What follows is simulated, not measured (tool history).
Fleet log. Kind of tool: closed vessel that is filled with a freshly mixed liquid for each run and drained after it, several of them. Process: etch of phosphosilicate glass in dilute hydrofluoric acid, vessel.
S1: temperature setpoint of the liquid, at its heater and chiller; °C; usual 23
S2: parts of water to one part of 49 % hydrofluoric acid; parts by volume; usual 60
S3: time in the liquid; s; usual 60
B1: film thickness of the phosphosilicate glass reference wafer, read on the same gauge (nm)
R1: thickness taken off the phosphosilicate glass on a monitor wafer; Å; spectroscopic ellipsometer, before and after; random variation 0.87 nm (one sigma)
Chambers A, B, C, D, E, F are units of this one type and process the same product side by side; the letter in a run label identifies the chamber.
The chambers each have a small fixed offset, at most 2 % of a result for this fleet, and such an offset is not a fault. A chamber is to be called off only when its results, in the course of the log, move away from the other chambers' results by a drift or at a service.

run 1B day=0.362 | S1=23 S2=60 S3=60 | B1=120 | R1=1046.6
run 2A day=0.725 | S1=23 S2=60 S3=60 | B1=120 | R1=1070.9
run 3C day=1.304 | S1=23 S2=60 S3=60 | B1=119.98 | R1=1079.9
run 4E day=1.783 | S1=23 S2=60 S3=60 | B1=120 | R1=1030.8
run 5D day=2.421 | S1=23 S2=60 S3=60 | B1=119.96 | R1=1057
-- day=2.571 chamber D: hydrofluoric acid flow meter replaced
run 6F day=2.908 | S1=23 S2=60 S3=60 | B1=119.99 | R1=1056.3
run 7F day=3.379 | S1=20 S2=60 S3=40 | B1=120.06 | R1=607.52
run 8D day=3.825 | S1=20 S2=60 S3=40 | B1=119.98 | R1=617.1
run 9A day=4.183 | S1=20 S2=60 S3=40 | B1=120.02 | R1=635.22
-- day=4.525 chamber A: hydrofluoric acid flow meter replaced
run 10E day=4.662 | S1=20 S2=60 S3=40 | B1=119.94 | R1=618.72
run 11C day=4.967 | S1=20 S2=60 S3=40 | B1=120.01 | R1=629.17
run 12B day=5.517 | S1=20 S2=60 S3=40 | B1=120 | R1=622.44
run 13D day=5.846 | S1=23 S2=60 S3=60 | B1=120.03 | R1=1052.2
run 14F day=6.308 | S1=23 S2=60 S3=60 | B1=120.01 | R1=1044.6
run 15C day=6.767 | S1=23 S2=60 S3=60 | B1=120 | R1=1075.1
run 16E day=7.158 | S1=20.5 S2=60 S3=30 | B1=120.01 | R1=470.94
run 17A day=7.525 | S1=20.5 S2=60 S3=30 | B1=119.95 | R1=475.3
run 18B day=7.938 | S1=20.5 S2=60 S3=30 | B1=120.08 | R1=475.26
run 19E day=8.383 | S1=20.5 S2=60 S3=30 | B1=120 | R1=473.67
run 20A day=8.971 | S1=20.5 S2=60 S3=30 | B1=120 | R1=473.42
-- day=9.196 chamber E: hydrofluoric acid flow meter replaced
run 21F day=9.267 | S1=20.5 S2=60 S3=30 | B1=119.95 | R1=478.83
run 22B day=9.854 | S1=23 S2=60 S3=60 | B1=120.04 | R1=1043.8
run 23D day=10.35 | S1=23 S2=60 S3=85 | B1=120.01 | R1=1485.9
run 24C day=10.808 | S1=23 S2=60 S3=85 | B1=120 | R1=1559.9
run 25C day=11.242 | S1=23 S2=60 S3=85 | B1=120 | R1=1570.3
-- day=11.475 chamber F: hydrofluoric acid flow meter replaced
run 26E day=11.725 | S1=23 S2=60 S3=85 | B1=119.98 | R1=1451.5
-- day=12.008 chamber A: thermometer replaced
run 27A day=12.175 | S1=23 S2=60 S3=85 | B1=120 | R1=1527.2
run 28B day=12.467 | S1=23 S2=60 S3=85 | B1=120.06 | R1=1498
-- day=12.8 chamber F: thermometer replaced
-- day=12.854 chamber E: thermometer replaced
run 29F day=12.908 | S1=25 S2=70 S3=60 | B1=120.02 | R1=962.57
run 30D day=13.433 | S1=25 S2=70 S3=60 | B1=120.01 | R1=973.59
run 31D day=13.829 | S1=25 S2=70 S3=60 | B1=119.98 | R1=968.03
-- day=14.142 chamber C: thermometer replaced
run 32B day=14.483 | S1=25 S2=70 S3=60 | B1=120.02 | R1=974.15
run 33E day=15.112 | S1=25 S2=70 S3=60 | B1=120 | R1=947.62
run 34A day=15.425 | S1=25 S2=70 S3=60 | B1=120.03 | R1=986.58
run 35F day=15.738 | S1=23 S2=60 S3=60 | B1=119.94 | R1=1056.1
run 36C day=16.15 | S1=23 S2=60 S3=60 | B1=120 | R1=1108.4
run 37C day=16.788 | S1=23 S2=60 S3=60 | B1=119.96 | R1=1111.3
run 38D day=17.204 | S1=23 S2=60 S3=60 | B1=119.99 | R1=1048.6
run 39F day=17.829 | S1=23 S2=60 S3=60 | B1=120.01 | R1=1041.8
run 40E day=18.221 | S1=23 S2=60 S3=60 | B1=120.01 | R1=1039.6
run 41B day=18.75 | S1=23 S2=60 S3=60 | B1=119.98 | R1=1053.5

The same settings go to every chamber for the next run, one line per chamber below. Forecast the results for each:
run 42A day=19.221 | S1=23 S2=60 S3=60 | R1=?
run 42B day=19.221 | S1=23 S2=60 S3=60 | R1=?
run 42C day=19.221 | S1=23 S2=60 S3=60 | R1=?
run 42D day=19.221 | S1=23 S2=60 S3=60 | R1=?
run 42E day=19.221 | S1=23 S2=60 S3=60 | R1=?
run 42F day=19.221 | S1=23 S2=60 S3=60 | R1=?

run=42A R1=1053.5
run=42B R1=1044.5
run=42C R1=1138.1
run=42D R1=1061.7
run=42E R1=1044.4
run=42F R1=1047.7
